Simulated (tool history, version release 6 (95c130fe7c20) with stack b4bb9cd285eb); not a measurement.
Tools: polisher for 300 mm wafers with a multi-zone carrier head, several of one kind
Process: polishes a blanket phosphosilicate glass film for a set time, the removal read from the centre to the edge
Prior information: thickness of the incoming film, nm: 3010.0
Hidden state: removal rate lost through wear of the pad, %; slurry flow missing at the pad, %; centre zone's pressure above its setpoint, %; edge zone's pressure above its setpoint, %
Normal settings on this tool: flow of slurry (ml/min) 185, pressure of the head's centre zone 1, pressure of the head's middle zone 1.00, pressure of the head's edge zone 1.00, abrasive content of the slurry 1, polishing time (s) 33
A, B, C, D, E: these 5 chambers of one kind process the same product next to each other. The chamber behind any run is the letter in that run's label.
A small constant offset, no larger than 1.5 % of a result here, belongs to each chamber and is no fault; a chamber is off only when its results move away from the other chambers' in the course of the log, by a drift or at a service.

run    day  flow of slurry (ml/min)  pressure of the head's centre zone  pressure of the head's middle zone  pressure of the head's edge zone  abrasive content of the slurry  polishing time (s)  wafers polished on this pad  hours since the slurry nozzle was cleaned  hours since the centre zone pressure was calibrated  hours since the edge zone pressure was calibrated  film removed at the wafer's centre (Å)  film removed at mid-radius (Å)  film removed at the wafer's edge (Å)
 1D  0.267                      185                                   1                                1.00                              1.00                               1                  33                          384                                      484.8                                                640.5                                              560.7                                  2880.3                          2988.2                                2965.9
 2E  0.467                      185                                   1                                1.00                              1.00                               1                  33                          544                                      234.9                                                 23.5                                              368.9                                  2936.9                          2909.2                                2980.1
 3B  0.729                      185                                   1                                1.00                              1.00                               1                  33                          330                                      480.2                                                 25.5                                              858.0                                  2847.2                          2965.8                                2938.9
     0.775  -- chamber A: worn pad replaced by a new one
 4C  0.971                      185                                   1                                1.00                              1.00                               1                  33                          600                                      246.6                                                977.8                                              153.2                                  2882.1                          2948.2                                2932.6
     1.050  -- chamber C: slurry nozzle cleaned
     1.171  -- chamber C: worn pad replaced by a new one
 5A  1.250                      185                                   1                                1.00                              1.00                               1                  33                          152                                      208.0                                                623.9                                              546.8                                  2920.7                          2969.5                                2901.5
 6E  1.429                      185                                   1                                1.00                              1.00                               1                  33                          853                                      258.0                                                 46.6                                              392.0                                  2921.6                          2919.3                                2991.0
 7B  1.617                      185                                   1                                1.00                              1.00                               1                  33                          615                                      501.5                                                 46.8                                              879.3                                  2930.1                          2949.8                                2897.8
 8C  1.812                      185                                   1                                1.00                              1.00                               1                  33                          207                                       18.4                                                998.0                                              173.4                                  3002.6                          2995.3                                3027.1
     1.967  -- chamber B: worn pad replaced by a new one
 9A  2.096                      185                                   1                                1.00                              1.00                               1                  33                          424                                      228.3                                                644.2                                              567.1                                  2959.2                          2985.1                                2908.1
     2.354  -- chamber A: slurry nozzle cleaned
10D  2.396                      185                                   1                                1.00                              1.00                               1                  33                         1068                                      535.9                                                691.6                                              611.8                                  2889.5                          2958.8                                2913.2
11A  2.696                      185                                   1                                1.00                              1.00                               1                  33                          617                                        8.2                                                658.6                                              581.5                                  2991.8                          2987.4                                2936.1
     2.742  -- chamber E: worn pad replaced by a new one
     2.804  -- chamber D: edge zone pressure recalibrated
     2.904  -- chamber D: worn pad replaced by a new one
12E  3.000                      185                                   1                                1.00                              1.00                               1                  33                           83                                      295.7                                                 84.3                                              429.7                                  2941.5                          2948.2                                2940.8
     3.046  -- chamber A: worn pad replaced by a new one
13B  3.142                      185                                   1                                1.00                              1.00                               1                  33                          378                                      538.1                                                 83.4                                              915.9                                  2937.3                          2981.2                                2980.8
     3.300  -- chamber C: centre zone pressure recalibrated
     3.412  -- chamber B: slurry nozzle cleaned
14C  3.438                      185                                   1                                1.00                              1.00                               1                  33                          729                                       57.4                                                  3.4                                              212.4                                  3361.1                          2906.3                                2876.1
15D  3.708                      185                                   1                                1.00                              1.00                               1                  33                          259                                      567.4                                                723.1                                               21.7                                  2965.6                          2979.5                                2973.1
     3.808  -- chamber C: worn pad replaced by a new one
16B  3.908                      185                                   1                                1.00                              1.00                               1                  33                          625                                       11.9                                                101.8                                              934.3                                  2906.3                          2911.3                                2898.6
     4.050  -- chamber A: centre zone pressure recalibrated
17C  4.188                      185                                   1                                1.00                              1.07                               1                  33                          122                                       75.4                                                 21.4                                              230.4                                  3294.6                          2982.9                                3050.3
18A  4.421                      185                                   1                                1.00                              1.07                               1                  33                          443                                       49.6                                                  9.0                                              622.9                                  2984.7                          2975.9                                3006.5
     4.550  -- chamber B: worn pad replaced by a new one
19D  4.554                      185                                   1                                1.00                              1.07                               1                  33                          531                                      587.7                                                743.4                                               42.0                                  2922.7                          3025.4                                3114.7
20E  4.733                      185                                   1                                1.00                              1.07                               1                  33                          641                                      337.3                                                125.9                                              471.3                                  2954.5                          2943.1                                3012.6
21E  4.950                      185                                   1                                1.00                              1.07                               1                  33                          710                                      342.5                                                131.1                                              476.5                                  2924.5                          2953.2                                3004.2
22C  5.258                      185                                   1                                1.00                              1.00                               1                  33                          466                                      101.1                                                 47.1                                              256.1                                  3336.3                          2982.0                                2937.8
     5.292  -- chamber B: edge zone pressure recalibrated
     5.367  -- chamber A: worn pad replaced by a new one
23B  5.458                      185                                   1                                1.00                              1.00                               1                  33                          292                                       49.1                                                139.0                                                4.1                                  2887.6                          2925.2                                2929.2
24D  5.704                      185                                   1                                1.00                              1.00                               1                  33                          901                                      615.3                                                771.0                                               69.6                                  2950.3                          2975.1                                2967.9
25A  5.862                      185                                   1                                1.00                              1.00                               1                  33                          159                                       84.2                                                 43.6                                              657.5                                  2986.3                          2985.3                                2923.0
26E  6.079                      185                                   1                                1.00                              1.00                               1                  33                         1073                                      369.6                                                158.2                                              503.6                                  2924.5                          3012.7                                2945.8
     6.212  -- chamber C: worn pad replaced by a new one
27D  6.288                      185                                   1                                1.00                              1.00                               1                  33                         1088                                      629.3                                                785.0                                               83.6                                  2892.1                          2942.5                                2937.8
28A  6.462                      185                                   1                                1.00                              1.00                               1                  33                          352                                       98.6                                                 58.0                                              671.9                                  3015.9                          3038.8                                2923.1
29C  6.600                      185                                   1                                1.00                              1.00                               1                  33                          125                                      133.3                                                 79.3                                              288.3                                  3325.4                          3060.8                                2936.2
     6.621  -- chamber D: worn pad replaced by a new one
30B  6.800                      185                                   1                                1.00                              1.00                               1                  33                          723                                       81.3                                                171.2                                               36.3                                  2909.7                          2917.8                                2891.7
     6.842  -- chamber E: worn pad replaced by a new one
31A  6.996                      185                                   1                                1.00                              1.00                               1                  33                          524                                      111.4                                                 70.8                                              684.7                                  3004.1                          3015.2                                2979.6
32C  7.167                      185                                   1                                1.00                              1.00                               1                  33                          307                                      146.9                                                 92.9                                              301.9                                  3382.2                          2944.1                                2936.1
     7.200  -- chamber B: worn pad replaced by a new one
33B  7.371                      185                                   1                                1.00                              1.00                               1                  33                           55                                       95.0                                                184.9                                               50.0                                  3010.2                          2976.1                                2915.2
34D  7.612                      185                                   1                                1.00                              1.00                               1                  33                          319                                      661.1                                                816.8                                              115.4                                  3012.9                          3056.6                                2948.7
35E  7.879                      185                                   1                                1.08                              0.89                               1                  33                          334                                      412.8                                                201.4                                              546.8                                  2889.8                          3194.4                                2774.4
     8.108  -- chamber A: worn pad replaced by a new one
36E  8.162                      185                                   1                                1.08                              0.89                               1                  33                          425                                      419.6                                                208.2                                              553.6                                  2955.3                          3210.1                                2781.2
37B  8.438                      185                                   1                                1.08                              0.89                               1                  33                          397                                      120.6                                                210.5                                               75.6                                  2945.4                          3203.1                                2797.4
38C  8.683                      185                                   1                                1.08                              0.89                               1                  33                          795                                      183.3                                                129.3                                              338.3                                  3303.5                          3141.6                                2808.8
39D  8.929                      185                                   1                                1.08                              0.89                               1                  33                          742                                      692.7                                                848.4                                              147.0                                  2950.8                          3171.6                                2730.3
40A  9.204                      185                                   1                                1.00                              1.00                               1                  33                          353                                      164.4                                                123.8                                              737.7                                  2941.5                          2969.5                                2945.6
41A  9.517                      185                                   1                                1.00                              1.00                               1                  33                          454                                      171.9                                                131.3                                              745.2                                  2990.0                          2921.9                                2963.2

Next, all 5 chambers run the settings below, one line each with question marks for the results. What does each chamber give?
42A  9.742                      165                                   1                                1.00                              1.00                               1                  33                                                                                                                                                                                                                       ?                               ?                                     ?
42B  9.742                      165                                   1                                1.00                              1.00                               1                  33                                                                                                                                                                                                                       ?                               ?                                     ?
42C  9.742                      165                                   1                                1.00                              1.00                               1                  33                                                                                                                                                                                                                       ?                               ?                                     ?
42D  9.742                      165                                   1                                1.00                              1.00                               1                  33                                                                                                                                                                                                                       ?                               ?                                     ?
42E  9.742                      165                                   1                                1.00                              1.00                               1                  33                                                                                                                                                                                                                       ?                               ?                                     ?

run  film removed at the wafer's centre (Å)  film removed at mid-radius (Å)  film removed at the wafer's edge (Å)
42A                                  2933.0                          2869.9                                2908.8
42B                                  2829.5                          2877.1                                2801.7
42C                                  3241.0                          2925.4                                2825.2
42D                                  2842.4                          2912.0                                2953.7
42E                                  2861.8                          2839.0                                2992.1
